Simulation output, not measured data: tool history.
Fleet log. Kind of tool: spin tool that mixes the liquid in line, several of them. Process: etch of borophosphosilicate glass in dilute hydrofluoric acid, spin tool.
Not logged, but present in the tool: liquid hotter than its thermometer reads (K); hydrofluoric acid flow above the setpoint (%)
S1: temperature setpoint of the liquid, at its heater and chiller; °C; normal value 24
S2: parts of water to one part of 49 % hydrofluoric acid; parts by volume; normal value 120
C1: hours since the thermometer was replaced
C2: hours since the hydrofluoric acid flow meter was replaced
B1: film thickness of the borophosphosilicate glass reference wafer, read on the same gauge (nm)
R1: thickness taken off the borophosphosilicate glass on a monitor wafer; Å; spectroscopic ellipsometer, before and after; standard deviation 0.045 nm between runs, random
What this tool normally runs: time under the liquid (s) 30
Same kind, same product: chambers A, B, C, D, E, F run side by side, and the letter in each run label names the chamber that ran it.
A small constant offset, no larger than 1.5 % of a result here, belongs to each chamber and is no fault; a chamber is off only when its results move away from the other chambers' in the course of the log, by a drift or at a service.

run 1F day=0.117 | S1=24 S2=120 time_under_the_liquid_(s)=30 | C1=395.6 C2=494.4 | B1=120.01 | R1=76.064
run 2A day=0.279 | S1=24 S2=120 time_under_the_liquid_(s)=30 | C1=703.7 C2=408.1 | B1=120.01 | R1=76.768
run 3D day=0.425 | S1=24 S2=120 time_under_the_liquid_(s)=30 | C1=1139 C2=959.1 | B1=120 | R1=75.082
run 4C day=0.633 | S1=24 S2=120 time_under_the_liquid_(s)=30 | C1=399.6 C2=542.9 | B1=120.02 | R1=76.661
run 5E day=0.729 | S1=24 S2=120 time_under_the_liquid_(s)=30 | C1=445.7 C2=1235.8 | B1=119.99 | R1=75.101
run 6B day=0.917 | S1=24 S2=120 time_under_the_liquid_(s)=30 | C1=715.3 C2=494.4 | B1=120.01 | R1=75.505
run 7F day=1.1 | S1=24 S2=120 time_under_the_liquid_(s)=30 | C1=419.2 C2=518 | B1=120.04 | R1=75.742
run 8E day=1.271 | S1=24 S2=120 time_under_the_liquid_(s)=30 | C1=458.7 C2=1248.8 | B1=119.99 | R1=75.426
-- day=1.417 chamber F: hydrofluoric acid flow meter replaced
run 9A day=1.471 | S1=24 S2=120 time_under_the_liquid_(s)=30 | C1=732.3 C2=436.7 | B1=120.02 | R1=75.443
run 10C day=1.579 | S1=24 S2=120 time_under_the_liquid_(s)=30 | C1=422.3 C2=565.6 | B1=120 | R1=77.637
run 11D day=1.733 | S1=24 S2=120 time_under_the_liquid_(s)=30 | C1=1170.4 C2=990.5 | B1=120.01 | R1=74.944
run 12B day=1.921 | S1=24 S2=120 time_under_the_liquid_(s)=30 | C1=739.4 C2=518.5 | B1=120.01 | R1=75.328
run 13E day=2.117 | S1=24 S2=120 time_under_the_liquid_(s)=30 | C1=479 C2=1269.1 | B1=120.04 | R1=75.195
run 14A day=2.288 | S1=24 S2=120 time_under_the_liquid_(s)=30 | C1=751.9 C2=456.3 | B1=120.01 | R1=75.281
run 15F day=2.421 | S1=24 S2=120 time_under_the_liquid_(s)=30 | C1=450.9 C2=24.1 | B1=120.02 | R1=74.67
run 16C day=2.604 | S1=24 S2=120 time_under_the_liquid_(s)=30 | C1=446.9 C2=590.2 | B1=120 | R1=77.47
run 17D day=2.758 | S1=24 S2=120 time_under_the_liquid_(s)=45 | C1=1195 C2=1015.1 | B1=120.04 | R1=113.38
run 18B day=2.858 | S1=24 S2=120 time_under_the_liquid_(s)=45 | C1=761.9 C2=541 | B1=119.99 | R1=113.53
run 19B day=2.962 | S1=24 S2=120 time_under_the_liquid_(s)=45 | C1=764.4 C2=543.5 | B1=119.99 | R1=111.95
run 20C day=3.121 | S1=24 S2=120 time_under_the_liquid_(s)=45 | C1=459.3 C2=602.6 | B1=120.01 | R1=118.15
run 21D day=3.221 | S1=24 S2=120 time_under_the_liquid_(s)=45 | C1=1206.1 C2=1026.2 | B1=119.99 | R1=112.89
-- day=3.329 chamber A: hydrofluoric acid flow meter replaced
run 22F day=3.358 | S1=24 S2=120 time_under_the_liquid_(s)=45 | C1=473.4 C2=46.6 | B1=120.05 | R1=112.68
run 23E day=3.45 | S1=24 S2=120 time_under_the_liquid_(s)=30 | C1=511 C2=1301.1 | B1=120.02 | R1=75.756
run 24A day=3.546 | S1=24 S2=120 time_under_the_liquid_(s)=30 | C1=782.1 C2=5.3 | B1=120.03 | R1=75.528
run 25F day=3.708 | S1=24 S2=120 time_under_the_liquid_(s)=30 | C1=481.8 C2=55 | B1=120.03 | R1=75.702
run 26C day=3.875 | S1=24 S2=120 time_under_the_liquid_(s)=30 | C1=477.4 C2=620.7 | B1=119.99 | R1=78.094
run 27E day=4.038 | S1=24 S2=120 time_under_the_liquid_(s)=30 | C1=525.1 C2=1315.2 | B1=120.03 | R1=75.468
run 28D day=4.179 | S1=24 S2=120 time_under_the_liquid_(s)=30 | C1=1229.1 C2=1049.2 | B1=119.98 | R1=75.273
run 29B day=4.367 | S1=20.5 S2=120 time_under_the_liquid_(s)=30 | C1=798.1 C2=577.2 | B1=119.97 | R1=66.078
run 30A day=4.462 | S1=20.5 S2=120 time_under_the_liquid_(s)=30 | C1=804.1 C2=27.3 | B1=119.98 | R1=66.258
run 31B day=4.596 | S1=20.5 S2=120 time_under_the_liquid_(s)=30 | C1=803.6 C2=582.7 | B1=120.01 | R1=65.018
run 32E day=4.767 | S1=20.5 S2=120 time_under_the_liquid_(s)=30 | C1=542.6 C2=1332.7 | B1=119.98 | R1=65.352
run 33C day=4.858 | S1=20.5 S2=120 time_under_the_liquid_(s)=30 | C1=501 C2=644.3 | B1=119.99 | R1=68.564
run 34F day=4.988 | S1=20.5 S2=120 time_under_the_liquid_(s)=30 | C1=512.5 C2=85.7 | B1=119.98 | R1=65.209
run 35A day=5.133 | S1=24 S2=120 time_under_the_liquid_(s)=30 | C1=820.2 C2=43.4 | B1=119.99 | R1=76.039
run 36D day=5.246 | S1=24 S2=120 time_under_the_liquid_(s)=30 | C1=1254.7 C2=1074.8 | B1=119.98 | R1=74.809
run 37B day=5.388 | S1=24 S2=120 time_under_the_liquid_(s)=30 | C1=822.6 C2=601.7 | B1=119.97 | R1=75.136
run 38A day=5.562 | S1=24 S2=120 time_under_the_liquid_(s)=30 | C1=830.5 C2=53.7 | B1=120.03 | R1=75.296
run 39D day=5.7 | S1=24 S2=120 time_under_the_liquid_(s)=25 | C1=1265.6 C2=1085.7 | B1=119.99 | R1=62.581
run 40E day=5.808 | S1=24 S2=120 time_under_the_liquid_(s)=25 | C1=567.6 C2=1357.7 | B1=119.98 | R1=62.169

Predict what each chamber gives when all 6 of them run the settings below next.
run 41A day=5.962 | S1=24 S2=120 time_under_the_liquid_(s)=30 | R1=?
run 41B day=5.962 | S1=24 S2=120 time_under_the_liquid_(s)=30 | R1=?
run 41C day=5.962 | S1=24 S2=120 time_under_the_liquid_(s)=30 | R1=?
run 41D day=5.962 | S1=24 S2=120 time_under_the_liquid_(s)=30 | R1=?
run 41E day=5.962 | S1=24 S2=120 time_under_the_liquid_(s)=30 | R1=?
run 41F day=5.962 | S1=24 S2=120 time_under_the_liquid_(s)=30 | R1=?

run=41A R1=76.032
run=41B R1=74.761
run=41C R1=78.827
run=41D R1=75.818
run=41E R1=75.828
run=41F R1=75.609
